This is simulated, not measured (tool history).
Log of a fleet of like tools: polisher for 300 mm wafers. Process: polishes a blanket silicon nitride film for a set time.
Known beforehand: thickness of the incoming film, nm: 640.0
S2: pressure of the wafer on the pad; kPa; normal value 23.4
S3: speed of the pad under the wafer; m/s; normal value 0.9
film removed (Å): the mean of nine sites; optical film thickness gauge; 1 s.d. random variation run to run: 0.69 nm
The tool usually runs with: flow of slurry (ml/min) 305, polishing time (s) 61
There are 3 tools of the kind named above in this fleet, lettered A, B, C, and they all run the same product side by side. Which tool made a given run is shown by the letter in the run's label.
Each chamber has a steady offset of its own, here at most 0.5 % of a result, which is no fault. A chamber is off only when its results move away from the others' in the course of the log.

{"run": "1B", "day": 0.371, "flow of slurry (ml/min)": 305, "S2": 23.4, "S3": 0.9, "polishing time (s)": 61, "film removed (Å)": 1104.8}
{"day": 0.804, "done": "chamber C: worn pad replaced by a new one"}
{"run": "2A", "day": 0.954, "flow of slurry (ml/min)": 305, "S2": 23.4, "S3": 0.9, "polishing time (s)": 61, "film removed (Å)": 1113.1}
{"run": "3C", "day": 1.454, "flow of slurry (ml/min)": 305, "S2": 23.4, "S3": 0.9, "polishing time (s)": 61, "film removed (Å)": 1094.8}
{"run": "4B", "day": 1.821, "flow of slurry (ml/min)": 305, "S2": 23.4, "S3": 0.9, "polishing time (s)": 61, "film removed (Å)": 1114.4}
{"run": "5A", "day": 2.133, "flow of slurry (ml/min)": 305, "S2": 29.0, "S3": 0.9, "polishing time (s)": 75, "film removed (Å)": 1691.4}
{"run": "6C", "day": 2.392, "flow of slurry (ml/min)": 305, "S2": 29.0, "S3": 0.9, "polishing time (s)": 75, "film removed (Å)": 1651.8}
{"run": "7B", "day": 2.8, "flow of slurry (ml/min)": 305, "S2": 29.0, "S3": 0.9, "polishing time (s)": 75, "film removed (Å)": 1659.3}
{"run": "8C", "day": 3.112, "flow of slurry (ml/min)": 305, "S2": 23.4, "S3": 0.9, "polishing time (s)": 61, "film removed (Å)": 1095.2}
{"run": "9A", "day": 3.371, "flow of slurry (ml/min)": 305, "S2": 23.4, "S3": 0.9, "polishing time (s)": 61, "film removed (Å)": 1107.4}
{"day": 3.429, "done": "chamber A: worn pad replaced by a new one"}
{"run": "10C", "day": 3.775, "flow of slurry (ml/min)": 305, "S2": 23.4, "S3": 0.9, "polishing time (s)": 61, "film removed (Å)": 1092.6}
{"day": 3.983, "done": "chamber C: worn pad replaced by a new one"}
{"run": "11A", "day": 4.029, "flow of slurry (ml/min)": 305, "S2": 23.4, "S3": 0.9, "polishing time (s)": 61, "film removed (Å)": 1107.2}
{"run": "12B", "day": 4.558, "flow of slurry (ml/min)": 220, "S2": 23.4, "S3": 0.9, "polishing time (s)": 61, "film removed (Å)": 1064.3}
{"run": "13A", "day": 4.892, "flow of slurry (ml/min)": 220, "S2": 23.4, "S3": 0.9, "polishing time (s)": 61, "film removed (Å)": 1073.1}
{"day": 5.375, "done": "chamber B: head pressure recalibrated"}
{"run": "14B", "day": 5.412, "flow of slurry (ml/min)": 220, "S2": 23.4, "S3": 0.9, "polishing time (s)": 61, "film removed (Å)": 1075.9}
{"run": "15C", "day": 5.692, "flow of slurry (ml/min)": 305, "S2": 23.4, "S3": 0.9, "polishing time (s)": 61, "film removed (Å)": 1097.8}
{"run": "16A", "day": 6.058, "flow of slurry (ml/min)": 305, "S2": 23.4, "S3": 0.9, "polishing time (s)": 61, "film removed (Å)": 1119.3}
{"run": "17B", "day": 6.5, "flow of slurry (ml/min)": 305, "S2": 23.4, "S3": 0.9, "polishing time (s)": 61, "film removed (Å)": 1085.9}
{"run": "18C", "day": 6.812, "flow of slurry (ml/min)": 305, "S2": 23.4, "S3": 0.9, "polishing time (s)": 61, "film removed (Å)": 1101.0}
{"day": 7.096, "done": "chamber C: worn pad replaced by a new one"}
{"run": "19B", "day": 7.3, "flow of slurry (ml/min)": 305, "S2": 23.4, "S3": 0.9, "polishing time (s)": 61, "film removed (Å)": 1087.1}
{"day": 7.604, "done": "chamber B: slurry nozzle cleaned"}
{"run": "20A", "day": 7.621, "flow of slurry (ml/min)": 305, "S2": 23.4, "S3": 0.9, "polishing time (s)": 61, "film removed (Å)": 1124.4}
{"day": 7.633, "done": "chamber A: worn pad replaced by a new one"}
{"run": "21C", "day": 7.958, "flow of slurry (ml/min)": 305, "S2": 23.4, "S3": 0.9, "polishing time (s)": 61, "film removed (Å)": 1098.3}
{"run": "22A", "day": 8.525, "flow of slurry (ml/min)": 305, "S2": 23.4, "S3": 0.9, "polishing time (s)": 61, "film removed (Å)": 1106.6}
{"run": "23B", "day": 9.079, "flow of slurry (ml/min)": 305, "S2": 23.4, "S3": 0.9, "polishing time (s)": 61, "film removed (Å)": 1083.0}
{"run": "24C", "day": 9.546, "flow of slurry (ml/min)": 305, "S2": 23.4, "S3": 0.9, "polishing time (s)": 61, "film removed (Å)": 1088.7}
{"run": "25A", "day": 9.85, "flow of slurry (ml/min)": 305, "S2": 23.4, "S3": 0.9, "polishing time (s)": 61, "film removed (Å)": 1117.7}
{"day": 10.179, "done": "chamber C: worn pad replaced by a new one"}
{"run": "26B", "day": 10.292, "flow of slurry (ml/min)": 305, "S2": 23.4, "S3": 0.9, "polishing time (s)": 61, "film removed (Å)": 1061.1}
{"day": 10.488, "done": "chamber C: slurry nozzle cleaned"}
{"run": "27C", "day": 10.783, "flow of slurry (ml/min)": 305, "S2": 23.4, "S3": 0.9, "polishing time (s)": 61, "film removed (Å)": 1096.5}
{"day": 11.142, "done": "chamber C: head pressure recalibrated"}
{"run": "28C", "day": 11.217, "flow of slurry (ml/min)": 405, "S2": 23.4, "S3": 0.9, "polishing time (s)": 61, "film removed (Å)": 1120.7}
{"run": "29B", "day": 11.592, "flow of slurry (ml/min)": 405, "S2": 23.4, "S3": 0.9, "polishing time (s)": 61, "film removed (Å)": 1089.2}
{"run": "30A", "day": 11.979, "flow of slurry (ml/min)": 405, "S2": 23.4, "S3": 0.9, "polishing time (s)": 61, "film removed (Å)": 1142.0}
{"day": 12.312, "done": "chamber A: worn pad replaced by a new one"}
{"run": "31B", "day": 12.375, "flow of slurry (ml/min)": 305, "S2": 23.4, "S3": 0.9, "polishing time (s)": 61, "film removed (Å)": 1060.2}
{"run": "32C", "day": 12.683, "flow of slurry (ml/min)": 305, "S2": 23.4, "S3": 0.9, "polishing time (s)": 61, "film removed (Å)": 1101.0}
{"day": 13.058, "done": "chamber C: worn pad replaced by a new one"}
{"run": "33A", "day": 13.138, "flow of slurry (ml/min)": 305, "S2": 23.4, "S3": 0.9, "polishing time (s)": 61, "film removed (Å)": 1126.6}
{"day": 13.417, "done": "chamber A: head pressure recalibrated"}
{"run": "34C", "day": 13.662, "flow of slurry (ml/min)": 305, "S2": 23.4, "S3": 0.9, "polishing time (s)": 61, "film removed (Å)": 1100.3}
{"run": "35B", "day": 13.975, "flow of slurry (ml/min)": 305, "S2": 23.4, "S3": 0.9, "polishing time (s)": 61, "film removed (Å)": 1056.7}
{"day": 14.004, "done": "chamber A: slurry nozzle cleaned"}
{"run": "36A", "day": 14.3, "flow of slurry (ml/min)": 305, "S2": 23.4, "S3": 0.9, "polishing time (s)": 61, "film removed (Å)": 1108.0}
{"run": "37A", "day": 14.646, "flow of slurry (ml/min)": 305, "S2": 23.4, "S3": 0.9, "polishing time (s)": 61, "film removed (Å)": 1109.2}
{"run": "38C", "day": 14.933, "flow of slurry (ml/min)": 305, "S2": 23.4, "S3": 0.9, "polishing time (s)": 61, "film removed (Å)": 1104.3}

What goes on in this fleet: one chamber off, a drifting gauge, or nothing beyond the chambers' own small offsets? Name the chamber and the cause, if any.

Chamber B drifts away from the others.
Cause: removal rate lost through wear of the pad, % = 5.35.

Below are 4 candidate recipes for chamber B's next run, each the usual settings with a change, their results shown as question marks. Which of them brings B's results back in line with what the other chambers give on the usual settings?
In line here means within this much of the mean the other chambers give on the usual settings: film removed (Å) 24.00
{"run": "39B-1", "day": 15.35, "flow of slurry (ml/min)": 305, "S2": 23.4, "S3": 0.84, "polishing time (s)": 61, "film removed (Å)": "?"}
{"run": "39B-2", "day": 15.35, "flow of slurry (ml/min)": 305, "S2": 23.4, "S3": 1.02, "polishing time (s)": 61, "film removed (Å)": "?"}
{"run": "39B-3", "day": 15.35, "flow of slurry (ml/min)": 305, "S2": 24.1, "S3": 0.94, "polishing time (s)": 61, "film removed (Å)": "?"}
{"run": "39B-4", "day": 15.35, "flow of slurry (ml/min)": 305, "S2": 23.4, "S3": 0.86, "polishing time (s)": 57, "film removed (Å)": "?"}

Other chambers, usual settings, mean: film removed (Å) 1105.60
run=39B-1 film_removed_(Å)=983.32
run=39B-2 film_removed_(Å)=1147.00
run=39B-3 film_removed_(Å)=1106.40
run=39B-4 film_removed_(Å)=936.13
The right change is 39B-3: it brings the chamber back within the allowed miss of the others.
